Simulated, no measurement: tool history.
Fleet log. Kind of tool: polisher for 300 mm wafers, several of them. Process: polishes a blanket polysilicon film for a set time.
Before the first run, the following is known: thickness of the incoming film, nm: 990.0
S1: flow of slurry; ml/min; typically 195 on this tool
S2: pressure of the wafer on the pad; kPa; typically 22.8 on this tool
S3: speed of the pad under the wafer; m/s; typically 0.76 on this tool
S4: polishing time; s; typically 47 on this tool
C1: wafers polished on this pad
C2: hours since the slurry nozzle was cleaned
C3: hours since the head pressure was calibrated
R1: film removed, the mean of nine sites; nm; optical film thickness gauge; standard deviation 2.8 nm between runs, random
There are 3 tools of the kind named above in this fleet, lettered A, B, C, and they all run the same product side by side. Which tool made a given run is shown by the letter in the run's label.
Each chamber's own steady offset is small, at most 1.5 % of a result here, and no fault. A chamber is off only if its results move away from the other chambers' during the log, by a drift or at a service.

run	hour	S1	S2	S3	S4	C1	C2	C3	R1
1C	7.5	195	22.8	0.76	47	862	246.5	387.7	290.87
2A	20	195	22.8	0.76	47	682	292.2	1160.9	293.01
# hour 23.5: chamber B: slurry nozzle cleaned
3B	30.4	195	22.8	0.76	47	759	7	535.7	294.94
# hour 36.2: chamber C: worn pad replaced by a new one
4A	38.8	195	22.8	0.76	47	870	311	1179.7	293.2
5B	45.6	195	22.8	0.76	47	911	22.2	550.9	299.76
6C	51.7	195	22.8	0.76	47	155	290.7	431.9	290.33
7A	64.5	195	22.8	0.76	47	1126	336.7	1205.4	296.97
# hour 72.1: chamber C: head pressure recalibrated
# hour 77.7: chamber A: slurry nozzle cleaned
8B	77.7	195	22.8	0.76	47	1232	54.3	583	298.01
9C	90.1	195	22.8	0.76	47	538	329.1	18	290.73
# hour 91: chamber B: head pressure recalibrated
10B	102.7	195	22.8	0.76	47	1481	79.3	11.8	293.8
11C	108.7	195	22.8	0.76	47	724	347.7	36.6	294.1
12A	117.4	195	22.8	0.76	47	1655	39.8	1258.3	294.03
# hour 119.2: chamber A: worn pad replaced by a new one
13B	124.3	195	22.8	0.76	47	1697	100.9	33.4	291.61
# hour 132.2: chamber C: worn pad replaced by a new one
14C	134.5	195	22.8	0.76	47	23	373.5	62.4	296.16
15A	145.4	195	26.9	0.76	47	262	67.8	1286.3	348.47
16C	152	195	26.9	0.76	47	198	391	79.9	343.63
17A	161.6	195	26.9	0.76	47	424	84	1302.5	350.3
18B	175.2	195	22.8	0.76	47	2206	151.8	84.3	287.07
19B	183.5	195	27.6	0.64	47	2288	160.1	92.6	295.1
20A	194.2	195	27.6	0.64	47	749	116.6	1335.1	298.16
21C	202.3	195	27.6	0.64	47	700	441.3	130.2	292.23
22A	214.6	195	22.8	0.76	47	953	137	1355.5	293.4
23B	226	195	22.8	0.94	47	2713	202.6	135.1	347.77
# hour 233.5: chamber C: worn pad replaced by a new one
24C	237.2	195	22.8	0.94	47	37	476.2	165.1	358.99
25A	244.8	195	22.8	0.94	47	1254	167.2	1385.7	365.34
26C	251.9	155	22.8	0.76	52	184	490.9	179.8	308.13
# hour 254.2: chamber B: slurry nozzle cleaned
# hour 260.8: chamber A: worn pad replaced by a new one
27B	262.9	155	22.8	0.76	52	3081	8.8	172	303.19
# hour 271.5: chamber A: head pressure recalibrated
28B	273.6	155	22.8	0.76	52	3188	19.5	182.7	290.35
29A	286	195	22.8	0.76	47	251	208.4	14.5	302.19
30C	294.7	195	22.8	0.76	47	611	533.7	222.6	291.82

Which is it: a chamber that has drifted or been left off by a service, a gauge drift common to all chambers, or only each chamber's usual small offset? If a chamber is off, name it and its likeliest cause.

Chamber B drifts away from the others.
Cause: removal rate lost through wear of the pad, % = 6.98.
The log might look much the same if the cause were instead: head's pressure below its setpoint, %.

Here are 4 candidates for chamber B's next run, each the usual settings with a change, their results left as question marks. Which one brings its results back in line with what the others give on the usual settings?
Allowed miss from the other chambers' usual-settings mean, per result, to count as in line: R1 9.6 nm
31B-1	304.5	195	22.1	0.74	47				?
31B-2	304.5	195	22.8	0.66	47				?
31B-3	304.5	195	22.8	0.88	47				?
31B-4	304.5	195	23.4	0.78	48				?

On the usual settings, the other chambers give on average: R1 294.22 nm
run	R1
31B-1	257.53
31B-2	237.31
31B-3	315.05
31B-4	294.33
31B-4 puts the chamber back in line with the other chambers.
